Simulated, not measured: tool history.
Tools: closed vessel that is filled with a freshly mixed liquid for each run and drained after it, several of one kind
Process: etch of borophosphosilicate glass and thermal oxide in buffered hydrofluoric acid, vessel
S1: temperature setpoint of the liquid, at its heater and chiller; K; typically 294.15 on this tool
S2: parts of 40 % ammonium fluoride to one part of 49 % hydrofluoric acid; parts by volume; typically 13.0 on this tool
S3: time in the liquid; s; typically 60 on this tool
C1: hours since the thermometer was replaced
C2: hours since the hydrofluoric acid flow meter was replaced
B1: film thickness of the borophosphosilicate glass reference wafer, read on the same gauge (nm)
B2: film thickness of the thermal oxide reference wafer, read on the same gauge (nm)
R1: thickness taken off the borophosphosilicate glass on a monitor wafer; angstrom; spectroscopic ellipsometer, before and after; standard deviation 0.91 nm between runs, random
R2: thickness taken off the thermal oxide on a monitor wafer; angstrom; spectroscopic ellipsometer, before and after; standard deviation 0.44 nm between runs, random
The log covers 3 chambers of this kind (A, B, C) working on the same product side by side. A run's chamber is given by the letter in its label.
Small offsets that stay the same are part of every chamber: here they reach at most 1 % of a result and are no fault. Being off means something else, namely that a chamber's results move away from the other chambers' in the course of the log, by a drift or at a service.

run,hour,S1,S2,S3,C1,C2,B1,B2,R1,R2
1A,6.4,294.15,13.0,60,985.5,963.6,69.987,130.00,1260.10,469.39
2C,11.2,294.15,13.0,60,323.5,1802.1,70.005,129.98,1257.00,477.14
3B,17.9,294.15,13.0,60,299.2,1219.4,69.964,130.02,1244.70,468.50
4A,24.6,294.15,13.0,60,1003.7,981.8,70.002,130.03,1266.20,469.12
5C,29.8,294.15,13.0,60,342.1,1820.7,70.005,130.00,1269.80,473.28
6B,35.5,294.15,13.0,60,316.8,1237.0,69.997,130.02,1254.10,458.73
7C,39.4,294.15,13.0,60,351.7,1830.3,70.013,130.02,1247.60,461.24
# hour 41.8: chamber C: hydrofluoric acid flow meter replaced
8B,43.4,294.15,13.0,60,324.7,1244.9,69.999,130.00,1239.70,469.96
9A,46.9,294.15,13.0,60,1026.0,1004.1,69.979,130.01,1265.60,463.01
10C,52.9,294.15,10.5,60,365.2,11.1,70.017,130.03,1545.70,568.65
11B,57.9,294.15,10.5,60,339.2,1259.4,69.992,130.06,1528.20,586.71
12A,62.9,294.15,10.5,60,1042.0,1020.1,70.003,129.99,1558.50,579.27
13B,68.4,290.65,13.0,60,349.7,1269.9,69.974,130.02,1012.40,378.16
14C,71.4,290.65,13.0,60,383.7,29.6,70.023,130.02,1031.80,383.62
15A,76.1,290.65,13.0,60,1055.2,1033.3,70.010,130.01,1031.60,385.43
16A,81.7,294.15,13.0,60,1060.8,1038.9,69.997,129.98,1263.60,463.57
17B,87.0,294.15,13.0,60,368.3,1288.5,69.981,130.00,1239.90,468.02
18C,91.4,294.15,13.0,60,403.7,49.6,70.000,129.95,1259.20,467.22
19C,98.1,294.15,13.0,60,410.4,56.3,70.040,130.02,1264.60,460.31
20A,101.5,294.15,13.0,60,1080.6,1058.7,69.987,129.96,1251.60,463.87
21B,107.5,294.15,13.0,60,388.8,1309.0,69.974,130.00,1248.70,464.78
22A,113.8,294.15,13.0,60,1092.9,1071.0,69.974,129.97,1272.10,463.41
23C,117.5,294.15,13.0,60,429.8,75.7,69.991,130.00,1257.30,468.87
24B,124.2,294.15,13.0,60,405.5,1325.7,69.971,129.99,1233.90,476.07
25A,130.7,290.15,13.0,45,1109.8,1087.9,69.997,129.99,760.31,280.71

All chambers now run identical settings, listed one chamber a line with results as question marks. What results will each chamber show?
26A,135.6,294.15,13.0,60,,,,,?,?
26B,135.6,294.15,13.0,60,,,,,?,?
26C,135.6,294.15,13.0,60,,,,,?,?

run,R1,R2
26A,1267.90,467.02
26B,1238.70,463.87
26C,1247.50,466.75
